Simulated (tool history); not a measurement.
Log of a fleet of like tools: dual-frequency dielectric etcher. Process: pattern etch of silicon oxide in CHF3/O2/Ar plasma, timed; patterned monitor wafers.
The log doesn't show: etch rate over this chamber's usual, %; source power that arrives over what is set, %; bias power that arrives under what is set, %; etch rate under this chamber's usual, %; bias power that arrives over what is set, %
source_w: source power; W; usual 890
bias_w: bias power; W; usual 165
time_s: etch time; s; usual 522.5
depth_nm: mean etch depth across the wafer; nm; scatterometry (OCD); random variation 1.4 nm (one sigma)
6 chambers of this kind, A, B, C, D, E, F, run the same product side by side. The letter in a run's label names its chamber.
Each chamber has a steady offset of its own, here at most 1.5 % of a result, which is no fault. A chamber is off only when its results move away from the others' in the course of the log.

run	hour	source_w	bias_w	time_s	hours since the last wet clean	hours since the last source power generator calibration	hours since the last bias power generator calibration	read-back reference wafer on the same gauge, depth_nm	depth_nm
1A	10.8	890	165	522.5	403.7	618.8	1237.5	1019.8	1180.8
2B	19.4	890	165	522.5	220.1	554.7	4171.4	1019.9	1159.4
3F	27.4	890	165	522.5	400.4	224.1	2550.5	1019.7	1168.2
4E	34.4	890	165	522.5	323.1	2650.5	1400	1019.4	1160.4
5D	43.1	890	165	522.5	249.9	1315.1	5231.2	1019.7	1167.3
6C	52.5	890	165	522.5	134	781.1	164	1019.3	1179
7B	59.7	890	165	522.5	260.4	595	4211.7	1019.4	1159.9
8D	69.5	890	165	522.5	276.3	1341.5	5257.6	1019.3	1164.9
9A	75.2	890	165	522.5	468.1	683.2	1301.9	1018.9	1178.6
10C	82.7	890	165	522.5	164.2	811.3	194.2	1019.1	1179.5
11E	90.7	890	165	522.5	379.4	2706.8	1456.3	1019.1	1160
12F	97.6	890	165	522.5	470.6	294.3	2620.7	1018.8	1168.8
13D	108.4	890	165	522.5	315.2	1380.4	5296.5	1018.7	1166.8
14E	119.2	890	165	522.5	407.9	2735.3	1484.8	1018.3	1160.3
# hour 122.6: chamber D: wet clean of the chamber
# hour 128.6: chamber E: wet clean of the chamber
15B	128.9	890	165	522.5	329.6	664.2	4280.9	1018.2	1157.9
16A	134.9	890	165	522.5	527.8	742.9	1361.6	1018.2	1179.3
17C	144.2	890	165	453.5	225.7	872.8	255.7	1018.2	1021.1
# hour 144.5: chamber D: bias power generator calibrated
18F	153.9	890	165	453.5	526.9	350.6	2677	1017.9	1014.5
19F	159.9	890	165	453.5	532.9	356.6	2683	1017.7	1013.2
20A	164.7	890	165	453.5	557.6	772.7	1391.4	1017.6	1021.5
21D	175.2	890	165	453.5	52.7	1447.2	30.7	1017.6	1012.3
# hour 181.4: chamber B: wet clean of the chamber
22E	184.8	890	165	453.5	56.3	2800.9	1550.4	1017.5	1007.1
23B	195.5	890	165	522.5	14.2	730.8	4347.5	1017.2	1156.2
# hour 199.5: chamber A: wet clean of the chamber
24C	200.9	890	165	522.5	282.4	929.5	312.4	1017.3	1175.5
25E	209.1	890	143	574.5	80.6	2825.2	1574.7	1016.8	1222.3
26A	217.8	890	143	574.5	18.3	825.8	1444.5	1017	1237.6
27B	227.5	890	143	574.5	46.2	762.8	4379.5	1016.6	1215.1
28F	234.9	890	143	574.5	607.9	431.6	2758	1016.7	1223.4
29D	242	890	143	574.5	119.5	1514	97.5	1016.7	1223.6
30C	250	890	143	574.5	331.5	978.6	361.5	1016.7	1236.5
31B	255.4	890	165	522.5	74.1	790.7	4407.4	1016.6	1155.8
32F	262	890	165	522.5	635	458.7	2785.1	1016.3	1167.4
33D	272.1	890	165	522.5	149.6	1544.1	127.6	1016.6	1162.3
# hour 282.3: chamber F: wet clean of the chamber
34A	282.9	890	165	522.5	83.4	890.9	1509.6	1015.8	1177.6
35E	293.1	890	165	522.5	164.6	2909.2	1658.7	1015.9	1155.6
36C	300.6	890	165	522.5	382.1	1029.2	412.1	1015.6	1176.7
37F	310	890	165	522.5	27.8	506.7	2833.1	1015.8	1167
38A	315.9	890	165	522.5	116.4	923.9	1542.6	1015.6	1176.2
39E	321.8	890	165	522.5	193.3	2937.9	1687.4	1015.6	1157.9
40B	326.6	890	165	522.5	145.3	861.9	4478.6	1015.5	1156.3
41C	333.1	890	165	522.5	414.6	1061.7	444.6	1015.5	1175.5
42D	338.6	890	165	522.5	216.1	1610.6	194.1	1015.3	1162.8

Is one chamber off against the others, does the gauge drift, or is nothing wrong? If a chamber is off, say which, and what the likeliest cause is.

The gauge drifts, so all chambers seem to drift together. No chamber is off.
Cause: gauge reads low (%) = 0.474.

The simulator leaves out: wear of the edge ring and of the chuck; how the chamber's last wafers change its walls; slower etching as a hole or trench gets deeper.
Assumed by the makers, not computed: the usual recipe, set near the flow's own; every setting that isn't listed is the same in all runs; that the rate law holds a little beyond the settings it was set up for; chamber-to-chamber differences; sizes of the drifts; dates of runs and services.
